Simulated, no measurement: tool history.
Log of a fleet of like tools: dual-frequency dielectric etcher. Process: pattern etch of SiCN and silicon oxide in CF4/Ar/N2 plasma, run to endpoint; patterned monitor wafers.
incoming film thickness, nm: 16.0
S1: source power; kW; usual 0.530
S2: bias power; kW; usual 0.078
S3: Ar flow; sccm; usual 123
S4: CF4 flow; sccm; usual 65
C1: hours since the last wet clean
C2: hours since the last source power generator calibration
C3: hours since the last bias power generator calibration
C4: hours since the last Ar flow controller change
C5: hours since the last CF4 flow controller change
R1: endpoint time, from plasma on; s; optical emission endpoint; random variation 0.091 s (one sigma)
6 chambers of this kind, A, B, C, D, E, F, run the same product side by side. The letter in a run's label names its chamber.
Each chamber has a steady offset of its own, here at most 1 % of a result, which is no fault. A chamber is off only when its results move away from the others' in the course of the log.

run 1E day=0.233 | S1=0.530 S2=0.078 S3=123 S4=65 | C1=36.9 C2=4509.3 C3=1883.1 C4=1976.3 C5=442.9 | R1=16.207
run 2A day=0.454 | S1=0.530 S2=0.078 S3=123 S4=65 | C1=558.8 C2=92.1 C3=851.8 C4=2768.2 C5=1543.2 | R1=16.582
run 3C day=0.617 | S1=0.530 S2=0.078 S3=123 S4=65 | C1=327.3 C2=1275.9 C3=716.0 C4=2243.7 C5=1688.4 | R1=16.263
run 4D day=0.804 | S1=0.530 S2=0.078 S3=123 S4=65 | C1=152.8 C2=354.4 C3=183.0 C4=1603.7 C5=3410.1 | R1=16.163
-- day=0.992 chamber E: source power generator calibrated
run 5F day=1.050 | S1=0.530 S2=0.078 S3=123 S4=65 | C1=314.4 C2=1624.9 C3=1405.2 C4=4354.0 C5=2722.5 | R1=16.310
run 6B day=1.300 | S1=0.530 S2=0.078 S3=123 S4=65 | C1=422.4 C2=210.4 C3=1363.8 C4=2557.9 C5=3663.6 | R1=16.456
run 7F day=1.538 | S1=0.530 S2=0.078 S3=123 S4=65 | C1=326.1 C2=1636.6 C3=1416.9 C4=4365.7 C5=2734.2 | R1=16.501
run 8A day=1.696 | S1=0.480 S2=0.059 S3=123 S4=65 | C1=588.6 C2=121.9 C3=881.6 C4=2798.0 C5=1573.0 | R1=19.611
run 9C day=1.850 | S1=0.480 S2=0.059 S3=123 S4=65 | C1=356.9 C2=1305.5 C3=745.6 C4=2273.3 C5=1718.0 | R1=19.501
-- day=1.925 chamber A: wet clean of the chamber
run 10E day=2.058 | S1=0.480 S2=0.059 S3=123 S4=65 | C1=80.7 C2=25.7 C3=1926.9 C4=2020.1 C5=486.7 | R1=19.711
run 11B day=2.254 | S1=0.480 S2=0.059 S3=123 S4=65 | C1=445.3 C2=233.3 C3=1386.7 C4=2580.8 C5=3686.5 | R1=19.714
run 12D day=2.462 | S1=0.480 S2=0.059 S3=123 S4=65 | C1=192.6 C2=394.2 C3=222.8 C4=1643.5 C5=3449.9 | R1=19.509
run 13B day=2.679 | S1=0.480 S2=0.059 S3=123 S4=65 | C1=455.5 C2=243.5 C3=1396.9 C4=2591.0 C5=3696.7 | R1=19.652
run 14F day=2.929 | S1=0.530 S2=0.078 S3=123 S4=65 | C1=359.5 C2=1670.0 C3=1450.3 C4=4399.1 C5=2767.6 | R1=16.321
run 15C day=3.154 | S1=0.530 S2=0.078 S3=123 S4=65 | C1=388.2 C2=1336.8 C3=776.9 C4=2304.6 C5=1749.3 | R1=16.415
run 16D day=3.292 | S1=0.530 S2=0.078 S3=123 S4=65 | C1=212.5 C2=414.1 C3=242.7 C4=1663.4 C5=3469.8 | R1=16.222
run 17A day=3.429 | S1=0.530 S2=0.078 S3=123 S4=65 | C1=36.1 C2=163.5 C3=923.2 C4=2839.6 C5=1614.6 | R1=16.266
-- day=3.496 chamber B: wet clean of the chamber
run 18E day=3.679 | S1=0.530 S2=0.078 S3=123 S4=65 | C1=119.6 C2=64.6 C3=1965.8 C4=2059.0 C5=525.6 | R1=16.271
run 19F day=3.862 | S1=0.530 S2=0.078 S3=123 S4=65 | C1=381.9 C2=1692.4 C3=1472.7 C4=4421.5 C5=2790.0 | R1=16.505
run 20C day=3.983 | S1=0.530 S2=0.078 S3=123 S4=65 | C1=408.1 C2=1356.7 C3=796.8 C4=2324.5 C5=1769.2 | R1=16.590
run 21E day=4.167 | S1=0.530 S2=0.078 S3=136 S4=59 | C1=131.3 C2=76.3 C3=1977.5 C4=2070.7 C5=537.3 | R1=16.829
run 22B day=4.408 | S1=0.530 S2=0.078 S3=136 S4=59 | C1=22.0 C2=285.0 C3=1438.4 C4=2632.5 C5=3738.2 | R1=16.866
run 23D day=4.567 | S1=0.530 S2=0.078 S3=136 S4=59 | C1=243.1 C2=444.7 C3=273.3 C4=1694.0 C5=3500.4 | R1=16.842
run 24A day=4.742 | S1=0.530 S2=0.078 S3=136 S4=59 | C1=67.6 C2=195.0 C3=954.7 C4=2871.1 C5=1646.1 | R1=16.815
run 25A day=4.921 | S1=0.530 S2=0.078 S3=136 S4=59 | C1=71.9 C2=199.3 C3=959.0 C4=2875.4 C5=1650.4 | R1=16.723
run 26E day=5.054 | S1=0.530 S2=0.078 S3=136 S4=59 | C1=152.6 C2=97.6 C3=1998.8 C4=2092.0 C5=558.6 | R1=16.929
run 27F day=5.283 | S1=0.530 S2=0.078 S3=123 S4=65 | C1=416.0 C2=1726.5 C3=1506.8 C4=4455.6 C5=2824.1 | R1=16.423
run 28D day=5.433 | S1=0.530 S2=0.078 S3=123 S4=65 | C1=263.9 C2=465.5 C3=294.1 C4=1714.8 C5=3521.2 | R1=16.203
run 29B day=5.546 | S1=0.530 S2=0.078 S3=123 S4=65 | C1=49.3 C2=312.3 C3=1465.7 C4=2659.8 C5=3765.5 | R1=16.270
run 30C day=5.792 | S1=0.530 S2=0.078 S3=123 S4=65 | C1=451.5 C2=1400.1 C3=840.2 C4=2367.9 C5=1812.6 | R1=16.714
run 31C day=6.029 | S1=0.490 S2=0.078 S3=107 S4=65 | C1=457.2 C2=1405.8 C3=845.9 C4=2373.6 C5=1818.3 | R1=17.424
run 32A day=6.162 | S1=0.490 S2=0.078 S3=107 S4=65 | C1=101.7 C2=229.1 C3=988.8 C4=2905.2 C5=1680.2 | R1=17.103
run 33E day=6.288 | S1=0.490 S2=0.078 S3=107 S4=65 | C1=182.2 C2=127.2 C3=2028.4 C4=2121.6 C5=588.2 | R1=17.009
run 34B day=6.400 | S1=0.490 S2=0.078 S3=107 S4=65 | C1=69.8 C2=332.8 C3=1486.2 C4=2680.3 C5=3786.0 | R1=17.138
run 35F day=6.629 | S1=0.490 S2=0.078 S3=107 S4=65 | C1=448.3 C2=1758.8 C3=1539.1 C4=4487.9 C5=2856.4 | R1=17.243
run 36D day=6.746 | S1=0.490 S2=0.078 S3=107 S4=65 | C1=295.4 C2=497.0 C3=325.6 C4=1746.3 C5=3552.7 | R1=16.960
run 37A day=6.858 | S1=0.530 S2=0.078 S3=123 S4=65 | C1=118.4 C2=245.8 C3=1005.5 C4=2921.9 C5=1696.9 | R1=16.368
run 38C day=7.038 | S1=0.530 S2=0.065 S3=123 S4=55 | C1=481.4 C2=1430.0 C3=870.1 C4=2397.8 C5=1842.5 | R1=18.447
run 39D day=7.196 | S1=0.530 S2=0.065 S3=123 S4=55 | C1=306.2 C2=507.8 C3=336.4 C4=1757.1 C5=3563.5 | R1=17.695
run 40F day=7.338 | S1=0.530 S2=0.065 S3=123 S4=55 | C1=465.3 C2=1775.8 C3=1556.1 C4=4504.9 C5=2873.4 | R1=18.219
run 41E day=7.496 | S1=0.530 S2=0.065 S3=123 S4=55 | C1=211.2 C2=156.2 C3=2057.4 C4=2150.6 C5=617.2 | R1=17.742
run 42B day=7.708 | S1=0.530 S2=0.065 S3=123 S4=55 | C1=101.2 C2=364.2 C3=1517.6 C4=2711.7 C5=3817.4 | R1=17.945
-- day=7.717 chamber A: CF4 flow controller replaced
run 43E day=7.842 | S1=0.530 S2=0.065 S3=123 S4=55 | C1=219.5 C2=164.5 C3=2065.7 C4=2158.9 C5=625.5 | R1=17.894
run 44A day=8.092 | S1=0.530 S2=0.078 S3=123 S4=65 | C1=148.0 C2=275.4 C3=1035.1 C4=2951.5 C5=9.0 | R1=16.351

What goes on in this fleet: one chamber off, a drifting gauge, or nothing beyond the chambers' own small offsets? Name the chamber and the cause, if any.

Chamber C drifts away from the others.
Cause: etch rate under this chamber's usual, % = 3.35.
The log may not tell that from: source power that arrives under what is set, %.

Here are 4 candidates for chamber C's next run, each the usual settings with a change, their results left as question marks. Which one brings its results back in line with what the others give on the usual settings?
In line means no further than this from the other chambers' mean on the usual settings: R1 0.320 s
run 45C-1 day=8.275 | S1=0.530 S2=0.078 S3=123 S4=46 | R1=?
run 45C-2 day=8.275 | S1=0.540 S2=0.079 S3=122 S4=65 | R1=?
run 45C-3 day=8.275 | S1=0.530 S2=0.078 S3=134 S4=59 | R1=?
run 45C-4 day=8.275 | S1=0.570 S2=0.078 S3=123 S4=65 | R1=?

The other chambers' mean on the usual settings: R1 16.357 s
run=45C-1 R1=17.780
run=45C-2 R1=16.441
run=45C-3 R1=17.306
run=45C-4 R1=15.783
45C-2 brings the chamber back in line.

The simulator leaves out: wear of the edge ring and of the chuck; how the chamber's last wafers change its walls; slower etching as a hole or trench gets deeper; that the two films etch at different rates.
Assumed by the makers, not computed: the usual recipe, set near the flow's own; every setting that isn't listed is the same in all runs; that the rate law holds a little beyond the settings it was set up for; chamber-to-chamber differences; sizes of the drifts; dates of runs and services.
